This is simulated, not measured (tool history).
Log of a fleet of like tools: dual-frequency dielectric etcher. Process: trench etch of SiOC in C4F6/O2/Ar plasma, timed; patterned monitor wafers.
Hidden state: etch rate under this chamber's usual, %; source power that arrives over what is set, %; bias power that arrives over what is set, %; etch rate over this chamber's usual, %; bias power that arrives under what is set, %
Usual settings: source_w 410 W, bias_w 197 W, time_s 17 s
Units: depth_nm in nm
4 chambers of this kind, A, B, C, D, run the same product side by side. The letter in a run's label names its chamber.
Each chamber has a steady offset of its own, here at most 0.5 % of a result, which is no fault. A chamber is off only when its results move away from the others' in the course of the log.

| run | hour | source_w | bias_w | time_s | hours since the last wet clean | hours since the last source power generator calibration | hours since the last bias power generator calibration | read-back reference wafer on the same gauge, depth_nm | depth_nm |
|---|---|---|---|---|---|---|---|---|---|
| 1C | 7 | 410 | 197 | 17 | 88.8 | 942.7 | 323.3 | 42.902 | 36.797 |
| 2B | 17.6 | 410 | 197 | 17 | 73.6 | 1956.6 | 2461.7 | 42.891 | 36.871 |
| 3A | 25.6 | 410 | 197 | 17 | 210.7 | 627.2 | 3259 | 42.922 | 36.833 |
| 4D | 31.5 | 410 | 197 | 17 | 302 | 291.4 | 1560 | 42.887 | 36.712 |
| 5D | 42.1 | 410 | 197 | 17 | 312.6 | 302 | 1570.6 | 42.887 | 36.844 |
| 6B | 52.2 | 410 | 197 | 17 | 108.2 | 1991.2 | 2496.3 | 42.899 | 36.655 |
| 7A | 56.9 | 410 | 197 | 17 | 242 | 658.5 | 3290.3 | 42.91 | 36.845 |
| 8C | 63.2 | 410 | 197 | 17 | 145 | 998.9 | 379.5 | 42.907 | 36.725 |
| 9C | 71.8 | 410 | 197 | 17 | 153.6 | 1007.5 | 388.1 | 42.915 | 36.976 |
| 10D | 79.5 | 370 | 197 | 18.5 | 350 | 339.4 | 1608 | 42.877 | 38.365 |
| 11B | 88.7 | 370 | 197 | 18.5 | 144.7 | 2027.7 | 2532.8 | 42.918 | 38.379 |
| 12A | 93.6 | 370 | 197 | 18.5 | 278.7 | 695.2 | 3327 | 42.908 | 38.56 |
| 13B | 100.7 | 370 | 197 | 18.5 | 156.7 | 2039.7 | 2544.8 | 42.902 | 38.454 |
| 14C | 105.4 | 410 | 197 | 17 | 187.2 | 1041.1 | 421.7 | 42.913 | 36.762 |
|  | 110.2 | chamber D: wet clean of the chamber |
| 15A | 112 | 410 | 197 | 17 | 297.1 | 713.6 | 3345.4 | 42.913 | 36.736 |
| 16D | 117.2 | 410 | 197 | 17 | 7 | 377.1 | 1645.7 | 42.92 | 37.983 |
| 17D | 124.8 | 410 | 197 | 17 | 14.6 | 384.7 | 1653.3 | 42.902 | 37.962 |
| 18B | 131.1 | 410 | 221 | 17 | 187.1 | 2070.1 | 2575.2 | 42.91 | 38.18 |
| 19C | 137.8 | 410 | 221 | 17 | 219.6 | 1073.5 | 454.1 | 42.889 | 38.107 |
| 20A | 144.7 | 410 | 221 | 17 | 329.8 | 746.3 | 3378.1 | 42.898 | 38.15 |
| 21B | 154.4 | 410 | 221 | 17 | 210.4 | 2093.4 | 2598.5 | 42.921 | 37.969 |
| 22A | 159.7 | 410 | 197 | 17 | 344.8 | 761.3 | 3393.1 | 42.881 | 36.916 |
| 23C | 166.4 | 410 | 197 | 17 | 248.2 | 1102.1 | 482.7 | 42.907 | 36.896 |
| 24D | 174.8 | 410 | 234 | 17 | 64.6 | 434.7 | 1703.3 | 42.87 | 40.201 |
| 25B | 182.3 | 410 | 234 | 17 | 238.3 | 2121.3 | 2626.4 | 42.88 | 38.783 |
| 26D | 187.1 | 410 | 234 | 17 | 76.9 | 447 | 1715.6 | 42.907 | 40.265 |
| 27C | 193 | 410 | 234 | 17 | 274.8 | 1128.7 | 509.3 | 42.901 | 39.087 |
| 28A | 202.5 | 410 | 197 | 17 | 387.6 | 804.1 | 3435.9 | 42.912 | 37.018 |
| 29A | 208.3 | 470 | 197 | 17 | 393.4 | 809.9 | 3441.7 | 42.905 | 38.607 |
| 30D | 217.8 | 470 | 197 | 17 | 107.6 | 477.7 | 1746.3 | 42.883 | 40.045 |
| 31B | 223 | 470 | 197 | 17 | 279 | 2162 | 2667.1 | 42.888 | 38.829 |
| 32C | 232.7 | 470 | 197 | 17 | 314.5 | 1168.4 | 549 | 42.876 | 38.762 |

Next, every chamber runs the same settings. What will each give?
| 33A | 240.4 | 460 | 197 | 17 |  |  |  |  | ? |
| 33B | 240.4 | 460 | 197 | 17 |  |  |  |  | ? |
| 33C | 240.4 | 460 | 197 | 17 |  |  |  |  | ? |
| 33D | 240.4 | 460 | 197 | 17 |  |  |  |  | ? |

| run | depth_nm |
|---|---|
| 33A | 38.564 |
| 33B | 38.449 |
| 33C | 38.32 |
| 33D | 39.718 |
